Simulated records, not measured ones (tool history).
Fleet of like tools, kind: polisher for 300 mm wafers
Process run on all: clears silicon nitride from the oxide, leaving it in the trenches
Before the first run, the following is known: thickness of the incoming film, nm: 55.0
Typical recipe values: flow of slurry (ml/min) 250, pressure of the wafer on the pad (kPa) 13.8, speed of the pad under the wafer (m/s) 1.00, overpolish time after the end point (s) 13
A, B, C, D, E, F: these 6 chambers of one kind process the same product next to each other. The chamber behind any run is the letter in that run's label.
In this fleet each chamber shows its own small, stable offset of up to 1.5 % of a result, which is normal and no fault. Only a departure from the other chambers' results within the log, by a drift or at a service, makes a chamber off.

run	hour	flow of slurry (ml/min)	pressure of the wafer on the pad (kPa)	speed of the pad under the wafer (m/s)	overpolish time after the end point (s)	wafers polished on this pad	hours since the slurry nozzle was cleaned	hours since the head pressure was calibrated	time until the end point was called (s)
1B	3.7	250	13.8	1.00	13	1054	179.3	706.6	103.260
2C	9.0	250	13.8	1.00	13	213	96.9	111.3	104.440
3F	13.7	250	13.8	1.00	13	1259	233.6	441.8	99.876
# hour 14.4: chamber E: worn pad replaced by a new one
# hour 19.4: chamber B: worn pad replaced by a new one
4D	20.7	250	13.8	1.00	13	246	250.6	230.8	101.340
# hour 25.6: chamber A: slurry nozzle cleaned
5A	26.4	250	13.8	1.00	13	322	0.8	259.8	102.020
# hour 27.0: chamber F: worn pad replaced by a new one
6E	32.2	250	13.8	1.00	8	200	264.6	65.3	104.980
# hour 35.2: chamber B: slurry nozzle cleaned
7B	38.2	250	13.8	1.00	8	212	3.0	741.1	102.280
8F	43.2	250	13.8	1.00	8	182	263.1	471.3	100.560
# hour 45.7: chamber F: slurry nozzle cleaned
9A	47.8	250	13.8	1.00	8	563	22.2	281.2	101.920
10D	53.0	250	13.8	1.00	8	610	282.9	263.1	108.200
# hour 54.1: chamber A: worn pad replaced by a new one
11C	60.5	250	13.8	1.00	8	793	148.4	162.8	100.540
12E	65.1	250	13.8	1.00	13	571	297.5	98.2	103.540
13C	71.1	320	13.8	1.34	13	913	159.0	173.4	74.398
# hour 72.8: chamber E: worn pad replaced by a new one
14B	78.0	320	13.8	1.34	13	661	42.8	780.9	73.477
15A	83.7	320	13.8	1.34	13	334	58.1	317.1	75.018
# hour 89.0: chamber D: slurry nozzle cleaned
16F	89.0	320	13.8	1.34	13	699	43.4	517.1	74.563
17E	95.4	320	13.8	1.34	13	255	327.8	128.5	72.064
# hour 96.6: chamber C: worn pad replaced by a new one
# hour 98.8: chamber D: worn pad replaced by a new one
18D	101.8	320	13.8	1.34	13	34	12.8	311.9	74.141
# hour 103.7: chamber B: head pressure recalibrated
19E	105.6	250	13.8	1.00	13	370	338.0	138.7	100.730
20A	110.9	250	11.0	1.24	13	640	85.3	344.3	103.000
21D	115.2	250	11.0	1.24	13	185	26.2	325.3	104.660
22F	120.7	250	11.0	1.24	13	1056	75.1	548.8	103.080
# hour 122.6: chamber B: worn pad replaced by a new one
23B	125.9	250	11.0	1.24	13	38	90.7	22.3	103.840
# hour 126.3: chamber A: worn pad replaced by a new one
24C	130.5	250	11.0	1.24	13	382	218.4	232.8	103.330
# hour 135.1: chamber E: worn pad replaced by a new one
25A	137.3	250	11.0	1.24	13	123	111.7	370.7	103.150
26B	142.5	170	13.8	0.70	13	225	107.3	38.9	155.980
27D	146.7	170	13.8	0.70	13	540	57.7	356.8	157.570
28E	154.3	170	13.8	0.70	13	217	386.7	187.4	150.910
29C	158.5	170	13.8	0.70	13	698	246.4	260.8	155.870
# hour 158.8: chamber F: worn pad replaced by a new one
30F	165.8	170	13.8	0.70	13	79	120.2	593.9	156.110
31F	169.1	170	13.8	0.70	13	116	123.5	597.2	154.230
32D	173.1	250	13.8	1.00	13	837	84.1	383.2	104.200
33B	180.2	250	13.8	1.00	13	650	145.0	76.6	102.130
# hour 185.0: chamber D: worn pad replaced by a new one
34E	186.1	250	13.8	1.00	13	575	418.5	219.2	103.750
35C	192.2	250	13.8	1.00	13	1078	280.1	294.5	102.610
36A	195.9	250	13.8	1.00	13	784	170.3	429.3	101.480
# hour 196.2: chamber E: worn pad replaced by a new one
# hour 196.5: chamber F: head pressure recalibrated
# hour 197.1: chamber A: worn pad replaced by a new one
37B	199.8	215	13.8	1.00	13	870	164.6	96.2	104.640
# hour 201.6: chamber C: worn pad replaced by a new one
38F	207.0	215	13.8	1.00	13	543	161.4	10.6	107.340
39C	210.4	215	13.8	1.00	13	100	298.3	312.7	102.380
40D	215.8	215	13.8	1.00	13	347	126.8	425.9	105.560
41A	222.0	215	13.8	1.00	13	281	196.4	455.4	107.120
42E	225.5	215	13.8	1.00	13	330	457.9	258.6	104.270
43E	232.9	250	13.8	1.00	13	414	465.3	266.0	98.888
44A	236.4	250	13.8	1.00	13	443	210.8	469.8	103.730

For the next run the whole fleet of 6 chambers uses the same settings. Give each chamber's results:
45A	241.9	250	13.8	1.00	13				?
45B	241.9	250	13.8	1.00	13				?
45C	241.9	250	13.8	1.00	13				?
45D	241.9	250	13.8	1.00	13				?
45E	241.9	250	13.8	1.00	13				?
45F	241.9	250	13.8	1.00	13				?

run	time until the end point was called (s)
45A	102.490
45B	104.870
45C	99.473
45D	102.100
45E	100.510
45F	100.990
